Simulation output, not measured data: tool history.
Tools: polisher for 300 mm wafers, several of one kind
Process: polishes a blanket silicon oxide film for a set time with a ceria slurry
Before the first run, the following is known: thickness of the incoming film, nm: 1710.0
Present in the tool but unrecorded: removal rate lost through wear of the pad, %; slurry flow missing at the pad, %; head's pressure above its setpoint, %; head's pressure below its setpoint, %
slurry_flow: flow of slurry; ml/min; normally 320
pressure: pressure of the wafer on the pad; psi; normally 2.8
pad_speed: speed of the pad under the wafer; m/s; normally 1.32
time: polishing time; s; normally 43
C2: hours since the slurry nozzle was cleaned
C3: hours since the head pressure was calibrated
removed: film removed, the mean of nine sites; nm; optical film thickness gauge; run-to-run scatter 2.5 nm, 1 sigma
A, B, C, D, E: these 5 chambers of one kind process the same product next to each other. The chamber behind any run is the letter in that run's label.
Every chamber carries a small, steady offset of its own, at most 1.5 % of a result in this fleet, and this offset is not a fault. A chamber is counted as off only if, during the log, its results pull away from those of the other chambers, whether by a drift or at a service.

run 1C hour=7.5 | slurry_flow=320 pressure=2.8 pad_speed=1.32 time=43 | wafers_polished_on_this_pad=615 C2=39.6 C3=510.1 | removed=220.89
run 2E hour=12.4 | slurry_flow=320 pressure=2.8 pad_speed=1.32 time=43 | wafers_polished_on_this_pad=614 C2=199.5 C3=24.2 | removed=225.93
run 3B hour=21.6 | slurry_flow=320 pressure=2.8 pad_speed=1.32 time=43 | wafers_polished_on_this_pad=1239 C2=248.4 C3=117.4 | removed=226.99
run 4D hour=25.9 | slurry_flow=320 pressure=2.8 pad_speed=1.32 time=43 | wafers_polished_on_this_pad=818 C2=80.2 C3=342.5 | removed=222.04
-- hour=27.9 chamber B: worn pad replaced by a new one
run 5A hour=31.4 | slurry_flow=320 pressure=2.8 pad_speed=1.32 time=43 | wafers_polished_on_this_pad=742 C2=323.7 C3=436.5 | removed=225.20
-- hour=35.5 chamber C: worn pad replaced by a new one
run 6D hour=37.1 | slurry_flow=320 pressure=2.8 pad_speed=1.32 time=43 | wafers_polished_on_this_pad=1014 C2=91.4 C3=353.7 | removed=226.79
-- hour=38.2 chamber E: worn pad replaced by a new one
run 7A hour=42.2 | slurry_flow=320 pressure=2.8 pad_speed=1.32 time=43 | wafers_polished_on_this_pad=931 C2=334.5 C3=447.3 | removed=227.37
-- hour=47.3 chamber D: worn pad replaced by a new one
-- hour=47.8 chamber A: worn pad replaced by a new one
run 8E hour=50.3 | slurry_flow=320 pressure=2.8 pad_speed=1.32 time=43 | wafers_polished_on_this_pad=212 C2=237.4 C3=62.1 | removed=219.76
run 9B hour=57.3 | slurry_flow=320 pressure=3.2 pad_speed=1.32 time=43 | wafers_polished_on_this_pad=514 C2=284.1 C3=153.1 | removed=257.29
run 10C hour=62.4 | slurry_flow=320 pressure=3.2 pad_speed=1.32 time=43 | wafers_polished_on_this_pad=470 C2=94.5 C3=565.0 | removed=256.70
run 11E hour=70.4 | slurry_flow=320 pressure=3.2 pad_speed=1.32 time=43 | wafers_polished_on_this_pad=564 C2=257.5 C3=82.2 | removed=257.38
run 12D hour=74.8 | slurry_flow=320 pressure=3.2 pad_speed=1.32 time=43 | wafers_polished_on_this_pad=481 C2=129.1 C3=391.4 | removed=259.07
run 13B hour=82.7 | slurry_flow=320 pressure=3.2 pad_speed=1.32 time=43 | wafers_polished_on_this_pad=958 C2=309.5 C3=178.5 | removed=258.10
run 14C hour=91.8 | slurry_flow=320 pressure=2.8 pad_speed=1.32 time=43 | wafers_polished_on_this_pad=984 C2=123.9 C3=594.4 | removed=219.26
run 15A hour=99.1 | slurry_flow=320 pressure=2.8 pad_speed=1.32 time=43 | wafers_polished_on_this_pad=897 C2=391.4 C3=504.2 | removed=230.32
-- hour=99.9 chamber C: worn pad replaced by a new one
-- hour=104.4 chamber A: worn pad replaced by a new one
-- hour=105.0 chamber D: worn pad replaced by a new one
run 16E hour=106.0 | slurry_flow=320 pressure=2.8 pad_speed=1.32 time=43 | wafers_polished_on_this_pad=1186 C2=293.1 C3=117.8 | removed=226.71
-- hour=107.9 chamber B: worn pad replaced by a new one
-- hour=107.9 chamber E: worn pad replaced by a new one
run 17C hour=111.9 | slurry_flow=320 pressure=2.8 pad_speed=1.32 time=43 | wafers_polished_on_this_pad=211 C2=144.0 C3=614.5 | removed=222.83
run 18D hour=118.5 | slurry_flow=320 pressure=2.8 pad_speed=1.32 time=43 | wafers_polished_on_this_pad=237 C2=172.8 C3=435.1 | removed=225.91
-- hour=127.9 chamber E: slurry nozzle cleaned
run 19A hour=128.2 | slurry_flow=320 pressure=2.8 pad_speed=1.32 time=43 | wafers_polished_on_this_pad=416 C2=420.5 C3=533.3 | removed=224.74
run 20B hour=135.4 | slurry_flow=320 pressure=2.8 pad_speed=1.32 time=43 | wafers_polished_on_this_pad=480 C2=362.2 C3=231.2 | removed=222.26
run 21D hour=145.1 | slurry_flow=320 pressure=2.8 pad_speed=1.32 time=43 | wafers_polished_on_this_pad=702 C2=199.4 C3=461.7 | removed=220.78
run 22C hour=153.4 | slurry_flow=320 pressure=2.8 pad_speed=1.32 time=43 | wafers_polished_on_this_pad=936 C2=185.5 C3=656.0 | removed=221.62
run 23E hour=161.7 | slurry_flow=320 pressure=3.6 pad_speed=1.32 time=43 | wafers_polished_on_this_pad=941 C2=33.8 C3=173.5 | removed=292.34
-- hour=162.9 chamber C: worn pad replaced by a new one
-- hour=167.7 chamber A: worn pad replaced by a new one
run 24A hour=168.3 | slurry_flow=320 pressure=3.6 pad_speed=1.32 time=43 | wafers_polished_on_this_pad=10 C2=460.6 C3=573.4 | removed=297.23
-- hour=172.5 chamber D: worn pad replaced by a new one
run 25B hour=173.5 | slurry_flow=320 pressure=3.6 pad_speed=1.32 time=43 | wafers_polished_on_this_pad=1146 C2=400.3 C3=269.3 | removed=286.39
-- hour=174.1 chamber E: worn pad replaced by a new one
run 26C hour=179.4 | slurry_flow=320 pressure=3.6 pad_speed=1.32 time=43 | wafers_polished_on_this_pad=288 C2=211.5 C3=682.0 | removed=284.51
-- hour=182.1 chamber B: worn pad replaced by a new one
run 27B hour=187.5 | slurry_flow=320 pressure=3.6 pad_speed=1.32 time=43 | wafers_polished_on_this_pad=94 C2=414.3 C3=283.3 | removed=287.34
run 28A hour=191.8 | slurry_flow=320 pressure=2.8 pad_speed=1.32 time=43 | wafers_polished_on_this_pad=421 C2=484.1 C3=596.9 | removed=229.58
run 29E hour=199.9 | slurry_flow=320 pressure=2.3 pad_speed=1.74 time=43 | wafers_polished_on_this_pad=451 C2=72.0 C3=211.7 | removed=243.26
run 30D hour=205.9 | slurry_flow=320 pressure=2.3 pad_speed=1.74 time=43 | wafers_polished_on_this_pad=585 C2=260.2 C3=522.5 | removed=226.09
run 31C hour=210.3 | slurry_flow=320 pressure=2.3 pad_speed=1.74 time=43 | wafers_polished_on_this_pad=828 C2=242.4 C3=712.9 | removed=245.51
run 32D hour=217.3 | slurry_flow=320 pressure=2.3 pad_speed=1.74 time=43 | wafers_polished_on_this_pad=784 C2=271.6 C3=533.9 | removed=224.03
-- hour=222.1 chamber C: worn pad replaced by a new one
run 33E hour=224.2 | slurry_flow=320 pressure=2.3 pad_speed=1.74 time=43 | wafers_polished_on_this_pad=876 C2=96.3 C3=236.0 | removed=252.86
run 34B hour=230.0 | slurry_flow=320 pressure=2.8 pad_speed=1.32 time=43 | wafers_polished_on_this_pad=837 C2=456.8 C3=325.8 | removed=226.63
-- hour=236.4 chamber A: worn pad replaced by a new one
run 35A hour=239.1 | slurry_flow=320 pressure=2.8 pad_speed=1.32 time=43 | wafers_polished_on_this_pad=48 C2=531.4 C3=644.2 | removed=226.89
-- hour=239.4 chamber E: worn pad replaced by a new one
-- hour=243.1 chamber D: worn pad replaced by a new one
run 36D hour=243.8 | slurry_flow=320 pressure=2.8 pad_speed=1.32 time=43 | wafers_polished_on_this_pad=13 C2=298.1 C3=560.4 | removed=211.48
run 37E hour=250.7 | slurry_flow=320 pressure=2.8 pad_speed=1.32 time=43 | wafers_polished_on_this_pad=197 C2=122.8 C3=262.5 | removed=223.81
-- hour=251.2 chamber A: slurry nozzle cleaned
run 38B hour=259.5 | slurry_flow=320 pressure=2.8 pad_speed=1.32 time=43 | wafers_polished_on_this_pad=1353 C2=486.3 C3=355.3 | removed=224.88
run 39C hour=267.4 | slurry_flow=320 pressure=2.8 pad_speed=1.32 time=43 | wafers_polished_on_this_pad=793 C2=299.5 C3=770.0 | removed=218.57
-- hour=269.7 chamber B: worn pad replaced by a new one
run 40A hour=276.8 | slurry_flow=320 pressure=3.5 pad_speed=0.96 time=43 | wafers_polished_on_this_pad=707 C2=25.7 C3=681.9 | removed=207.64
run 41B hour=281.5 | slurry_flow=320 pressure=3.5 pad_speed=0.96 time=43 | wafers_polished_on_this_pad=207 C2=508.3 C3=377.3 | removed=205.97
-- hour=281.9 chamber C: worn pad replaced by a new one
run 42C hour=287.3 | slurry_flow=320 pressure=3.5 pad_speed=0.96 time=43 | wafers_polished_on_this_pad=95 C2=319.4 C3=789.9 | removed=203.38
run 43E hour=295.5 | slurry_flow=320 pressure=3.5 pad_speed=0.96 time=43 | wafers_polished_on_this_pad=980 C2=167.6 C3=307.3 | removed=207.61
run 44D hour=301.1 | slurry_flow=320 pressure=3.5 pad_speed=0.96 time=43 | wafers_polished_on_this_pad=1015 C2=355.4 C3=617.7 | removed=181.16

Predict what each chamber gives when all 5 of them run the settings below next.
run 45A hour=308.1 | slurry_flow=320 pressure=2.8 pad_speed=1.68 time=43 | removed=?
run 45B hour=308.1 | slurry_flow=320 pressure=2.8 pad_speed=1.68 time=43 | removed=?
run 45C hour=308.1 | slurry_flow=320 pressure=2.8 pad_speed=1.68 time=43 | removed=?
run 45D hour=308.1 | slurry_flow=320 pressure=2.8 pad_speed=1.68 time=43 | removed=?
run 45E hour=308.1 | slurry_flow=320 pressure=2.8 pad_speed=1.68 time=43 | removed=?

run=45A removed=287.34
run=45B removed=286.16
run=45C removed=281.68
run=45D removed=251.57
run=45E removed=288.63
